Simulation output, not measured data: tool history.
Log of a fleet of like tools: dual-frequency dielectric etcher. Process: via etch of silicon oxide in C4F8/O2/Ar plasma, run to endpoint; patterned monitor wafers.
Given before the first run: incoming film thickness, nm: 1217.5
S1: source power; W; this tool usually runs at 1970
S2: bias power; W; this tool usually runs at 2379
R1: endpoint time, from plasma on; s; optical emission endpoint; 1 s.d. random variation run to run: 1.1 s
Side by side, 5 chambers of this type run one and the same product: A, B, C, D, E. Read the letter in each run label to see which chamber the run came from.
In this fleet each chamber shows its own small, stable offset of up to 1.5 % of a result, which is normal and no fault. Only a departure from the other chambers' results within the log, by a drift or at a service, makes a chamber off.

run 1D hour=11.5 | S1=1970 S2=2379 | R1=231.45
run 2C hour=21.3 | S1=1970 S2=2379 | R1=231.69
run 3A hour=26.9 | S1=1970 S2=2379 | R1=228.91
run 4E hour=32.6 | S1=1970 S2=2379 | R1=227.53
run 5B hour=40.3 | S1=1970 S2=2379 | R1=229.73
run 6E hour=48.1 | S1=1970 S2=2379 | R1=227.96
run 7D hour=59.7 | S1=1970 S2=2379 | R1=229.42
run 8B hour=69.5 | S1=1970 S2=2379 | R1=231.01
run 9C hour=75.1 | S1=1970 S2=2379 | R1=232.1
run 10A hour=86.4 | S1=1970 S2=2379 | R1=229.85
run 11C hour=96.6 | S1=1970 S2=2379 | R1=231.54
run 12A hour=102.4 | S1=2200 S2=2910 | R1=206.7
run 13D hour=113 | S1=2200 S2=2910 | R1=205.98
-- hour=120.1 chamber D: wet clean of the chamber
run 14B hour=124.7 | S1=2200 S2=2910 | R1=206.23
run 15E hour=133.6 | S1=2200 S2=2910 | R1=205.59
run 16C hour=144 | S1=2200 S2=2910 | R1=209.12
run 17A hour=153.9 | S1=1970 S2=2379 | R1=231.59
run 18D hour=164.3 | S1=1970 S2=2379 | R1=228.87
run 19B hour=173.7 | S1=1970 S2=2379 | R1=229.9
run 20E hour=180.3 | S1=1970 S2=2379 | R1=228.45
run 21C hour=191.9 | S1=1970 S2=2379 | R1=232.54
run 22A hour=201.2 | S1=2250 S2=2379 | R1=219.01
run 23D hour=207.9 | S1=2250 S2=2379 | R1=218.77
run 24B hour=213.8 | S1=2250 S2=2379 | R1=217.67
run 25E hour=226.1 | S1=2250 S2=2379 | R1=216.9
run 26B hour=235.5 | S1=2250 S2=2379 | R1=220.44
run 27D hour=244.3 | S1=2270 S2=2198 | R1=222.17
run 28A hour=255.9 | S1=2270 S2=2198 | R1=221.73
-- hour=262.1 chamber D: bias power generator calibrated
run 29C hour=262.4 | S1=2270 S2=2198 | R1=225.32
run 30E hour=268.7 | S1=2270 S2=2198 | R1=220.79
-- hour=276.8 chamber C: source power generator calibrated
run 31E hour=278.2 | S1=2270 S2=2198 | R1=220.81
run 32D hour=285.7 | S1=1970 S2=2750 | R1=217.6
run 33B hour=293.2 | S1=1970 S2=2750 | R1=221.29
run 34C hour=298.8 | S1=1970 S2=2750 | R1=221.04
run 35A hour=305.6 | S1=1970 S2=2750 | R1=219.05
run 36D hour=312.5 | S1=1970 S2=2750 | R1=220.67

For the next run the whole fleet of 5 chambers uses the same settings. Give each chamber's results:
run 37A hour=321.3 | S1=1970 S2=2379 | R1=?
run 37B hour=321.3 | S1=1970 S2=2379 | R1=?
run 37C hour=321.3 | S1=1970 S2=2379 | R1=?
run 37D hour=321.3 | S1=1970 S2=2379 | R1=?
run 37E hour=321.3 | S1=1970 S2=2379 | R1=?

run=37A R1=229.55
run=37B R1=233.37
run=37C R1=233.89
run=37D R1=231.55
run=37E R1=229.24
